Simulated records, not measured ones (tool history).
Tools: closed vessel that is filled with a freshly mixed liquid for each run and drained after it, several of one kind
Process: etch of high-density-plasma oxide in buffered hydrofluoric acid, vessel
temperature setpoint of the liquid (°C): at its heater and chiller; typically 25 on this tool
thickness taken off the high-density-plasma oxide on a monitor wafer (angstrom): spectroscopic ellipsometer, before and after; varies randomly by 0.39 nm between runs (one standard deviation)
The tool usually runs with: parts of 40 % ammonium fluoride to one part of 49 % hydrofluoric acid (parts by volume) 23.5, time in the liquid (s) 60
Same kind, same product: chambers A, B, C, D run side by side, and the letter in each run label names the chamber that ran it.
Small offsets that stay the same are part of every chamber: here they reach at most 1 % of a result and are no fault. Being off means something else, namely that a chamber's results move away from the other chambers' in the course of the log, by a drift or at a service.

run   hour  temperature setpoint of the liquid (°C)  parts of 40 % ammonium fluoride to one part of 49 % hydrofluoric acid (parts by volume)  time in the liquid (s)  hours since the thermometer was replaced  hours since the hydrofluoric acid flow meter was replaced  read-back film thickness of the high-density-plasma oxide reference wafer, read on the same gauge (nm)  thickness taken off the high-density-plasma oxide on a monitor wafer (angstrom)
 1B    8.0                                       25                                                                                     23.5                      60                                    1236.9                                                      272.8                                                                                                  99.994                                                                           421.56
 2C   18.2                                       25                                                                                     23.5                      60                                     634.9                                                      673.1                                                                                                 100.010                                                                           419.22
 3D   29.6                                       25                                                                                     23.5                      60                                     399.5                                                      418.1                                                                                                  99.995                                                                           415.99
 4A   41.5                                       25                                                                                     23.5                      60                                     437.9                                                     1384.2                                                                                                  99.999                                                                           418.03
 5D   48.3                                       25                                                                                     30.0                      30                                     418.2                                                      436.8                                                                                                  99.997                                                                           180.45
 6A   59.5                                       25                                                                                     30.0                      30                                     455.9                                                     1402.2                                                                                                 100.000                                                                           178.86
 7C   70.0                                       25                                                                                     30.0                      30                                     686.7                                                      724.9                                                                                                  99.988                                                                           179.14
 8B   78.6                                       25                                                                                     30.0                      30                                    1307.5                                                      343.4                                                                                                  99.923                                                                           179.85
 9A   85.2                                       25                                                                                     23.5                      60                                     481.6                                                     1427.9                                                                                                 100.030                                                                           420.75
10C   92.0                                       25                                                                                     23.5                      60                                     708.7                                                      746.9                                                                                                  99.969                                                                           428.41
11D   98.3                                       25                                                                                     23.5                      60                                     468.2                                                      486.8                                                                                                 100.020                                                                           426.75
12B  106.2                                       25                                                                                     23.5                      60                                    1335.1                                                      371.0                                                                                                 100.000                                                                           421.07
13D  115.8                                       25                                                                                     23.5                      60                                     485.7                                                      504.3                                                                                                 100.030                                                                           423.41
14C  127.2                                       25                                                                                     23.5                      60                                     743.9                                                      782.1                                                                                                  99.969                                                                           434.46
15B  134.8                                       25                                                                                     23.5                      60                                    1363.7                                                      399.6                                                                                                 100.010                                                                           431.40
16A  144.9                                       25                                                                                     23.5                      60                                     541.3                                                     1487.6                                                                                                 100.020                                                                           427.90
17A  152.6                                       25                                                                                     23.5                      60                                     549.0                                                     1495.3                                                                                                  99.988                                                                           418.40
18C  164.3                                       25                                                                                     23.5                      60                                     781.0                                                      819.2                                                                                                  99.996                                                                           430.22
19B  172.9                                       25                                                                                     23.5                      60                                    1401.8                                                      437.7                                                                                                  99.951                                                                           426.01
20D  181.9                                       25                                                                                     23.5                      60                                     551.8                                                      570.4                                                                                                  99.999                                                                           423.75
21D  189.0                                       25                                                                                     23.5                      60                                     558.9                                                      577.5                                                                                                  99.964                                                                           429.16
22C  199.8                                       25                                                                                     23.5                      60                                     816.5                                                      854.7                                                                                                 100.000                                                                           434.11
23A  208.8                                       25                                                                                     23.5                      60                                     605.2                                                     1551.5                                                                                                  99.988                                                                           417.38
24B  215.8                                       25                                                                                     23.5                      90                                    1444.7                                                      480.6                                                                                                  99.966                                                                           639.00
25C  224.3                                       25                                                                                     23.5                      90                                     841.0                                                      879.2                                                                                                 100.010                                                                           657.65
26B  232.9                                       25                                                                                     23.5                      90                                    1461.8                                                      497.7                                                                                                  99.965                                                                           640.70
27A  245.1                                       25                                                                                     23.5                      90                                     641.5                                                     1587.8                                                                                                  99.947                                                                           648.14
28D  258.3                                       25                                                                                     23.5                      60                                     628.2                                                      646.8                                                                                                  99.991                                                                           431.89

Next, every chamber runs the same settings. What will each give?
29A  267.7                                       25                                                                                     23.5                      60                                                                                                                                                                                                                                                                                             ?
29B  267.7                                       25                                                                                     23.5                      60                                                                                                                                                                                                                                                                                             ?
29C  267.7                                       25                                                                                     23.5                      60                                                                                                                                                                                                                                                                                             ?
29D  267.7                                       25                                                                                     23.5                      60                                                                                                                                                                                                                                                                                             ?

run  thickness taken off the high-density-plasma oxide on a monitor wafer (angstrom)
29A                                                                           427.75
29B                                                                           421.82
29C                                                                           452.13
29D                                                                           425.59
